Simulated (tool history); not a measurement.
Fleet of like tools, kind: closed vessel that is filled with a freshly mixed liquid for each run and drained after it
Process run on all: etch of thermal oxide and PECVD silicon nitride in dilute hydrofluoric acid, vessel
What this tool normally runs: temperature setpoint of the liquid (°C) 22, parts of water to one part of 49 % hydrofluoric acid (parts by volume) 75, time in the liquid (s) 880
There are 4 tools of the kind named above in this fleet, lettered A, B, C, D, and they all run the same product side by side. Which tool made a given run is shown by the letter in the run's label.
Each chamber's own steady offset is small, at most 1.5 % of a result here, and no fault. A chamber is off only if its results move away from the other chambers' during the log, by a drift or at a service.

run	hour	temperature setpoint of the liquid (°C)	parts of water to one part of 49 % hydrofluoric acid (parts by volume)	time in the liquid (s)	hours since the thermometer was replaced	hours since the hydrofluoric acid flow meter was replaced	read-back film thickness of the thermal oxide reference wafer, read on the same gauge (nm)	read-back film thickness of the PECVD silicon nitride reference wafer, read on the same gauge (nm)	thickness taken off the thermal oxide on a monitor wafer (nm)	thickness taken off the PECVD silicon nitride on a monitor wafer (nm)
1A	10	22	75	880	107.2	1685.2	110.02	50.018	52.192	58.32
2B	17.3	22	75	880	932.5	1213.1	110	49.967	52.653	58.615
3D	28.1	22	75	880	347.7	446.3	109.99	49.994	52.63	57.691
4C	33.6	22	75	880	1254.9	351.1	110	50.013	52.722	57.487
5C	41.8	24	35	880	1263.1	359.3	110.02	49.979	132.38	139.54
6D	48.7	24	35	880	368.3	466.9	110.03	50.017	127.18	136.8
7A	59.6	24	35	880	156.8	1734.8	110	49.992	125.67	139.36
# hour 64.3: chamber B: hydrofluoric acid flow meter replaced
8B	66.6	24	35	880	981.8	2.4	110.01	50.016	129.29	140.87
9A	76.6	22	75	670	173.8	1751.8	110.05	50.028	40.009	44.286
10D	83.7	22	75	670	403.3	501.9	110	49.969	41.184	43.703
11C	93.3	22	75	670	1314.6	410.8	110.02	50.012	39.753	42.767
12B	101.4	22	75	670	1016.6	37.2	110.02	49.983	40.853	43.68
13D	112.4	22	75	880	432	530.6	110.01	50.012	53.243	57.463
14B	118.3	22	75	880	1033.5	54.1	110	50.006	52.365	57.492
15C	124.7	22	75	1120	1346	442.2	110.03	49.993	65.77	70.928
16A	134.4	22	75	1120	231.6	1809.6	110.03	50.022	66.358	75.225
17B	139.4	22	75	1120	1054.6	75.2	110.02	50.004	66.761	73.804
# hour 141.3: chamber D: hydrofluoric acid flow meter replaced
18D	151	22	75	1120	470.6	9.8	110.02	49.978	67.045	73.268
19C	162.4	22	75	880	1383.7	479.9	109.96	50.008	50.959	55.149
20A	168.5	22	75	880	265.7	1843.7	110.03	50.003	52.636	58.053
21A	174.5	22	75	880	271.7	1849.7	110	50.019	51.944	59.057
22D	179.8	22	75	880	499.4	38.6	110.02	50.004	53.758	57.366
23B	187.3	22	40	715	1102.5	123.1	109.98	49.992	83.254	86.776
24C	197.4	22	40	715	1418.7	514.9	110.01	50.007	81.7	83.391
25C	206.9	22	40	715	1428.2	524.4	109.98	49.991	79.965	82.751
26B	216.1	22	40	715	1131.3	151.9	109.99	50.005	84.377	87.564
27A	223.4	22	75	880	320.6	1898.6	110	50.026	53.07	58.521

Each of the 4 chambers runs these same settings next. Fill in every chamber's results:
28A	231.7	22	75	880					?	?
28B	231.7	22	75	880					?	?
28C	231.7	22	75	880					?	?
28D	231.7	22	75	880					?	?

run	thickness taken off the thermal oxide on a monitor wafer (nm)	thickness taken off the PECVD silicon nitride on a monitor wafer (nm)
28A	52.687	58.709
28B	53.315	58.571
28C	49.858	54.019
28D	52.814	57.45
